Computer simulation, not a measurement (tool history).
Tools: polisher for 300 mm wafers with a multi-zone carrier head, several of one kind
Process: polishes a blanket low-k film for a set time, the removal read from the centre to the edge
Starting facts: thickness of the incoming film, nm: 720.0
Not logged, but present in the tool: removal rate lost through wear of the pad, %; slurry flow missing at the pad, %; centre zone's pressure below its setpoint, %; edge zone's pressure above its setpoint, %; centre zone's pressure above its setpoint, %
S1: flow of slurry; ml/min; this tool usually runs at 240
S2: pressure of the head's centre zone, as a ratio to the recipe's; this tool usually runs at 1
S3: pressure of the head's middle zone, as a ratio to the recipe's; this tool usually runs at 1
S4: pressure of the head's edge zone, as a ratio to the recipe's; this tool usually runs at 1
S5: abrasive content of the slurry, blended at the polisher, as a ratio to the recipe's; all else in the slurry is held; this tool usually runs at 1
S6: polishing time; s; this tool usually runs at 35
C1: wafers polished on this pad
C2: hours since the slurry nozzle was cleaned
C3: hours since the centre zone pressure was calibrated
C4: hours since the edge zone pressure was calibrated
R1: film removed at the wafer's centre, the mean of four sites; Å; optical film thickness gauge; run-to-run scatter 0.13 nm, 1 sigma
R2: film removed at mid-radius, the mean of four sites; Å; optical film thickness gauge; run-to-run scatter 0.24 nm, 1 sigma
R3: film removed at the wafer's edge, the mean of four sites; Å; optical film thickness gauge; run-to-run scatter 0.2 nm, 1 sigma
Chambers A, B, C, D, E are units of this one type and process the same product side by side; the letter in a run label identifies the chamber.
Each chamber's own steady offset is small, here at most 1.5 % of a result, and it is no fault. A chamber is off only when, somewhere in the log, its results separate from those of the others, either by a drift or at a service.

run 1E day=0.275 | S1=240 S2=1 S3=1 S4=1 S5=1 S6=35 | C1=1245 C2=336.2 C3=882.7 C4=386.6 | R1=220.43 R2=221.51 R3=220.69
-- day=0.312 chamber E: centre zone pressure recalibrated
-- day=0.317 chamber E: worn pad replaced by a new one
-- day=0.479 chamber B: worn pad replaced by a new one
-- day=0.496 chamber C: centre zone pressure recalibrated
run 2B day=0.6 | S1=240 S2=1 S3=1 S4=1 S5=1 S6=35 | C1=30 C2=102.6 C3=513.1 C4=480.2 | R1=216.97 R2=223.54 R3=220.65
run 3D day=0.979 | S1=240 S2=1 S3=1 S4=1 S5=1 S6=35 | C1=638 C2=331.2 C3=397.6 C4=354.9 | R1=217.7 R2=218.08 R3=223.77
run 4A day=1.167 | S1=240 S2=1 S3=1 S4=1 S5=1 S6=35 | C1=726 C2=131.5 C3=495.3 C4=381.4 | R1=220.29 R2=223.53 R3=222.08
run 5C day=1.496 | S1=240 S2=1 S3=1 S4=1 S5=1 S6=35 | C1=618 C2=233.5 C3=24.1 C4=1157.8 | R1=222.5 R2=216.87 R3=218.24
-- day=1.508 chamber A: worn pad replaced by a new one
run 6E day=1.725 | S1=240 S2=1 S3=1 S4=1 S5=1 S6=35 | C1=351 C2=371 C3=33.9 C4=421.4 | R1=219.84 R2=217.38 R3=221.14
run 7A day=2.025 | S1=240 S2=1 S3=1.08 S4=1 S5=1 S6=35 | C1=128 C2=152.1 C3=515.9 C4=402 | R1=222.86 R2=241.08 R3=220.45
run 8C day=2.258 | S1=240 S2=1 S3=1.08 S4=1 S5=1 S6=35 | C1=808 C2=251.8 C3=42.4 C4=1176.1 | R1=223.01 R2=236.29 R3=216.79
run 9B day=2.588 | S1=240 S2=1 S3=1.08 S4=1 S5=1 S6=35 | C1=526 C2=150.3 C3=560.8 C4=527.9 | R1=222.09 R2=243.31 R3=218.44
-- day=2.729 chamber D: slurry nozzle cleaned
run 10D day=2.946 | S1=240 S2=1 S3=1.08 S4=1 S5=1 S6=35 | C1=1129 C2=5.2 C3=444.8 C4=402.1 | R1=220.1 R2=233.86 R3=217.79
run 11C day=3.267 | S1=240 S2=1 S3=1.08 S4=1 S5=1 S6=35 | C1=1059 C2=276 C3=66.6 C4=1200.3 | R1=219.78 R2=233.84 R3=221.51
-- day=3.396 chamber D: worn pad replaced by a new one
run 12A day=3.562 | S1=240 S2=1 S3=0.89 S4=1 S5=1 S6=35 | C1=512 C2=189 C3=552.8 C4=438.9 | R1=218.74 R2=201.68 R3=221.45
run 13B day=3.746 | S1=240 S2=1 S3=0.89 S4=1 S5=1 S6=35 | C1=814 C2=178.1 C3=588.6 C4=555.7 | R1=219.11 R2=197.61 R3=218.24
run 14D day=4.112 | S1=240 S2=1 S3=0.89 S4=1 S5=1 S6=35 | C1=179 C2=33.2 C3=472.8 C4=430.1 | R1=219.56 R2=196.05 R3=219.86
-- day=4.208 chamber B: worn pad replaced by a new one
-- day=4.25 chamber E: worn pad replaced by a new one
run 15E day=4.45 | S1=240 S2=1 S3=0.89 S4=1 S5=1 S6=35 | C1=50 C2=436.4 C3=99.3 C4=486.8 | R1=221.43 R2=200.53 R3=222.5
-- day=4.583 chamber A: worn pad replaced by a new one
-- day=4.742 chamber C: worn pad replaced by a new one
run 16D day=4.758 | S1=240 S2=1 S3=0.89 S4=1 S5=1 S6=35 | C1=340 C2=48.7 C3=488.3 C4=445.6 | R1=220.88 R2=202.43 R3=219.82
run 17E day=4.988 | S1=240 S2=1 S3=1 S4=1 S5=1 S6=35 | C1=184 C2=449.3 C3=112.2 C4=499.7 | R1=219.58 R2=218.38 R3=219.68
run 18C day=5.238 | S1=240 S2=1 S3=1 S4=1 S5=1 S6=35 | C1=124 C2=323.3 C3=113.9 C4=1247.6 | R1=222.7 R2=218.16 R3=220.73
run 19B day=5.596 | S1=240 S2=1 S3=1 S4=1 S5=1 S6=44 | C1=346 C2=222.5 C3=633 C4=600.1 | R1=278.81 R2=280.56 R3=274.11
-- day=5.746 chamber C: edge zone pressure recalibrated
run 20A day=5.975 | S1=240 S2=1 S3=1 S4=1 S5=1 S6=44 | C1=346 C2=246.9 C3=610.7 C4=496.8 | R1=275.37 R2=276.9 R3=277.7
run 21B day=6.242 | S1=240 S2=1 S3=1 S4=1 S5=1 S6=44 | C1=507 C2=238 C3=648.5 C4=615.6 | R1=276.73 R2=276.62 R3=279.8
run 22C day=6.479 | S1=240 S2=1 S3=1 S4=1 S5=1 S6=44 | C1=433 C2=353.1 C3=143.7 C4=17.7 | R1=277.35 R2=274.68 R3=283.83
run 23A day=6.792 | S1=240 S2=1 S3=1 S4=1 S5=1 S6=44 | C1=550 C2=266.5 C3=630.3 C4=516.4 | R1=276.16 R2=276.92 R3=281.21
run 24E day=7.158 | S1=240 S2=1 S3=1 S4=1 S5=1 S6=35 | C1=725 C2=501.4 C3=164.3 C4=551.8 | R1=220.73 R2=218.22 R3=217.32
-- day=7.242 chamber C: slurry nozzle cleaned
run 25D day=7.375 | S1=200 S2=1 S3=1 S4=1.05 S5=1 S6=35 | C1=992 C2=111.5 C3=551.1 C4=508.4 | R1=215.69 R2=213.9 R3=220.7
run 26B day=7.575 | S1=200 S2=1 S3=1 S4=1.05 S5=1 S6=35 | C1=840 C2=270 C3=680.5 C4=647.6 | R1=211.43 R2=220.13 R3=223.43
-- day=7.675 chamber A: worn pad replaced by a new one
run 27A day=7.808 | S1=200 S2=1 S3=1 S4=1.05 S5=1 S6=35 | C1=33 C2=290.9 C3=654.7 C4=540.8 | R1=213.03 R2=216.21 R3=223.21
run 28E day=8.05 | S1=200 S2=1 S3=1 S4=1.05 S5=1 S6=35 | C1=948 C2=522.8 C3=185.7 C4=573.2 | R1=212.26 R2=214.05 R3=225.27
run 29D day=8.229 | S1=200 S2=1 S3=1 S4=1.05 S5=1 S6=35 | C1=1205 C2=132 C3=571.6 C4=528.9 | R1=214.36 R2=215.67 R3=223.28
run 30C day=8.562 | S1=240 S2=1 S3=1 S4=1 S5=1 S6=35 | C1=953 C2=31.7 C3=193.7 C4=67.7 | R1=220.52 R2=217.3 R3=216.92
run 31E day=8.738 | S1=240 S2=1 S3=1 S4=1 S5=1 S6=35 | C1=1119 C2=539.3 C3=202.2 C4=589.7 | R1=219.87 R2=222.27 R3=218.59
run 32C day=9.038 | S1=240 S2=1 S3=1 S4=1 S5=1 S6=35 | C1=1071 C2=43.1 C3=205.1 C4=79.1 | R1=222.92 R2=216.6 R3=217.01

Is one chamber off against the others, does the gauge drift, or is nothing wrong? If a chamber is off, say which, and what the likeliest cause is.

No chamber stands off beyond its own small offset, and the gauge holds steady.
